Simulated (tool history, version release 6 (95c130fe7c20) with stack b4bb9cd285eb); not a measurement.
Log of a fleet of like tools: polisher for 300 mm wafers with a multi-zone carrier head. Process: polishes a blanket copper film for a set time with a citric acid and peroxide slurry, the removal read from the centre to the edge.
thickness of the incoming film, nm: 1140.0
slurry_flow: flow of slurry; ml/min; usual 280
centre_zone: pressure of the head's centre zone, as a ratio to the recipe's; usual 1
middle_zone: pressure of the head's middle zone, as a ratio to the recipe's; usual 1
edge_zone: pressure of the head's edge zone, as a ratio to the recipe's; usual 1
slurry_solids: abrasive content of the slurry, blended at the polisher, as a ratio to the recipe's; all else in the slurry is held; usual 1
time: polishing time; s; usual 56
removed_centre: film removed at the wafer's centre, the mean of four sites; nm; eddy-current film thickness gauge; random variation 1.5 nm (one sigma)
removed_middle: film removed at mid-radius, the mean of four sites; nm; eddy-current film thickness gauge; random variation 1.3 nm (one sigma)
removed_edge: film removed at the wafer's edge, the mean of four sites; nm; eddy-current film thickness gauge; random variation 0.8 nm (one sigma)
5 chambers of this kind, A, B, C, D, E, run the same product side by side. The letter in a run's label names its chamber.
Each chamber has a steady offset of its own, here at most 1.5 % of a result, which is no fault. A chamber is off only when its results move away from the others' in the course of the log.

Run 1E, hour 7.9: usual settings. Result: removed_centre 129.78 nm, removed_middle 128.28 nm, removed_edge 129.22 nm.
Run 2C, hour 15.8: usual settings. Result: removed_centre 129.17 nm, removed_middle 131.24 nm, removed_edge 128.48 nm.
At hour 18.8: chamber B: worn pad replaced by a new one.
Run 3D, hour 22.4: usual settings. Result: removed_centre 129.21 nm, removed_middle 129.31 nm, removed_edge 130.89 nm.
Run 4A, hour 31.2: usual settings. Result: removed_centre 128.32 nm, removed_middle 130.94 nm, removed_edge 129.79 nm.
Run 5B, hour 38.9: usual settings. Result: removed_centre 129.21 nm, removed_middle 129.23 nm, removed_edge 129.45 nm.
At hour 39.9: chamber A: worn pad replaced by a new one.
Run 6C, hour 51.9: usual settings. Result: removed_centre 131.56 nm, removed_middle 130.97 nm, removed_edge 129.61 nm.
At hour 53.6: chamber C: centre zone pressure recalibrated.
At hour 55.7: chamber E: slurry nozzle cleaned.
Run 7D, hour 60.1: usual settings. Result: removed_centre 127.44 nm, removed_middle 130.15 nm, removed_edge 130.45 nm.
Run 8B, hour 72.3: usual settings. Result: removed_centre 130.55 nm, removed_middle 130.73 nm, removed_edge 129.77 nm.
At hour 77.9: chamber C: worn pad replaced by a new one.
At hour 79.3: chamber E: worn pad replaced by a new one.
Run 9A, hour 82: usual settings. Result: removed_centre 130.39 nm, removed_middle 130.23 nm, removed_edge 130.12 nm.
Run 10E, hour 89: usual settings. Result: removed_centre 125.14 nm, removed_middle 130.05 nm, removed_edge 128.66 nm.
At hour 95.5: chamber E: edge zone pressure recalibrated.
Run 11A, hour 100.9: usual settings. Result: removed_centre 129.87 nm, removed_middle 129.42 nm, removed_edge 129.99 nm.
Run 12B, hour 113.7: usual settings. Result: removed_centre 128.68 nm, removed_middle 132.14 nm, removed_edge 130.27 nm.
Run 13D, hour 123.1: usual settings but edge_zone 1.12, time 41 s. Result: removed_centre 94.002 nm, removed_middle 96.95 nm, removed_edge 100.97 nm.
Run 14C, hour 131.6: usual settings but edge_zone 1.12, time 41 s. Result: removed_centre 96.784 nm, removed_middle 94.668 nm, removed_edge 98.813 nm.
At hour 131.7: chamber D: worn pad replaced by a new one.
At hour 134.7: chamber B: worn pad replaced by a new one.
Run 15E, hour 142.1: usual settings but edge_zone 1.12, time 41 s. Result: removed_centre 94.45 nm, removed_middle 96.104 nm, removed_edge 99.704 nm.
Run 16C, hour 151.9: usual settings but edge_zone 1.12, time 41 s. Result: removed_centre 95.725 nm, removed_middle 93.99 nm, removed_edge 99.884 nm.
Run 17D, hour 161.9: usual settings but edge_zone 1.12, time 41 s. Result: removed_centre 94.442 nm, removed_middle 94.824 nm, removed_edge 101.25 nm.
At hour 166: chamber B: centre zone pressure recalibrated.
At hour 172.2: chamber A: worn pad replaced by a new one.
Run 18A, hour 172.4: usual settings. Result: removed_centre 129.09 nm, removed_middle 130.14 nm, removed_edge 130.44 nm.
At hour 177.4: chamber E: worn pad replaced by a new one.
Run 19B, hour 179.3: usual settings. Result: removed_centre 130.23 nm, removed_middle 130.82 nm, removed_edge 130.44 nm.
At hour 181.8: chamber D: edge zone pressure recalibrated.
Run 20E, hour 191.1: usual settings. Result: removed_centre 129.52 nm, removed_middle 129.86 nm, removed_edge 130.35 nm.
Run 21C, hour 203: usual settings. Result: removed_centre 127.33 nm, removed_middle 130.87 nm, removed_edge 129.04 nm.
At hour 205.1: chamber C: worn pad replaced by a new one.
At hour 206.5: chamber A: edge zone pressure recalibrated.
Run 22D, hour 213.2: usual settings. Result: removed_centre 127.56 nm, removed_middle 130.14 nm, removed_edge 129.05 nm.
At hour 213.8: chamber D: slurry nozzle cleaned.
Run 23B, hour 221.9: usual settings. Result: removed_centre 127.67 nm, removed_middle 129.48 nm, removed_edge 128.98 nm.
Run 24A, hour 233: usual settings. Result: removed_centre 130.33 nm, removed_middle 130.38 nm, removed_edge 128.75 nm.
Run 25E, hour 244.9: usual settings. Result: removed_centre 127.46 nm, removed_middle 127.45 nm, removed_edge 129.37 nm.
Run 26B, hour 257.4: usual settings. Result: removed_centre 128.87 nm, removed_middle 131.98 nm, removed_edge 128.93 nm.
At hour 258.1: chamber E: worn pad replaced by a new one.
At hour 261.2: chamber C: slurry nozzle cleaned.
At hour 261.4: chamber B: worn pad replaced by a new one.
Run 27C, hour 267.6: usual settings. Result: removed_centre 129.47 nm, removed_middle 133.39 nm, removed_edge 129.29 nm.
Run 28E, hour 279.4: usual settings. Result: removed_centre 124.8 nm, removed_middle 129.14 nm, removed_edge 129.06 nm.
At hour 282.1: chamber D: worn pad replaced by a new one.
Run 29D, hour 290.4: usual settings. Result: removed_centre 128 nm, removed_middle 131.88 nm, removed_edge 130.55 nm.
Run 30A, hour 297.1: usual settings but slurry_flow 240 ml/min. Result: removed_centre 124.11 nm, removed_middle 128.37 nm, removed_edge 126.82 nm.
Run 31E, hour 309: usual settings but slurry_flow 240 ml/min. Result: removed_centre 126.14 nm, removed_middle 127.38 nm, removed_edge 128.06 nm.
Run 32B, hour 316.1: usual settings but slurry_flow 240 ml/min. Result: removed_centre 129.09 nm, removed_middle 128.21 nm, removed_edge 129.33 nm.
Run 33D, hour 325.9: usual settings but slurry_flow 240 ml/min. Result: removed_centre 127.56 nm, removed_middle 127.98 nm, removed_edge 128.13 nm.

All 5 chambers run these settings next. Forecast each chamber's results:
Run 34A, hour 335.1: usual settings but time 64 s. Result: removed_centre ?, removed_middle ?, removed_edge ?.
Run 34B, hour 335.1: usual settings but time 64 s. Result: removed_centre ?, removed_middle ?, removed_edge ?.
Run 34C, hour 335.1: usual settings but time 64 s. Result: removed_centre ?, removed_middle ?, removed_edge ?.
Run 34D, hour 335.1: usual settings but time 64 s. Result: removed_centre ?, removed_middle ?, removed_edge ?.
Run 34E, hour 335.1: usual settings but time 64 s. Result: removed_centre ?, removed_middle ?, removed_edge ?.

run  removed_centre  removed_middle  removed_edge
34A          145.86          148.26        149.47
34B          148.37           149.9        146.88
34C          149.56          146.83        146.31
34D          146.18          149.47        147.95
34E          146.28          146.81        149.45
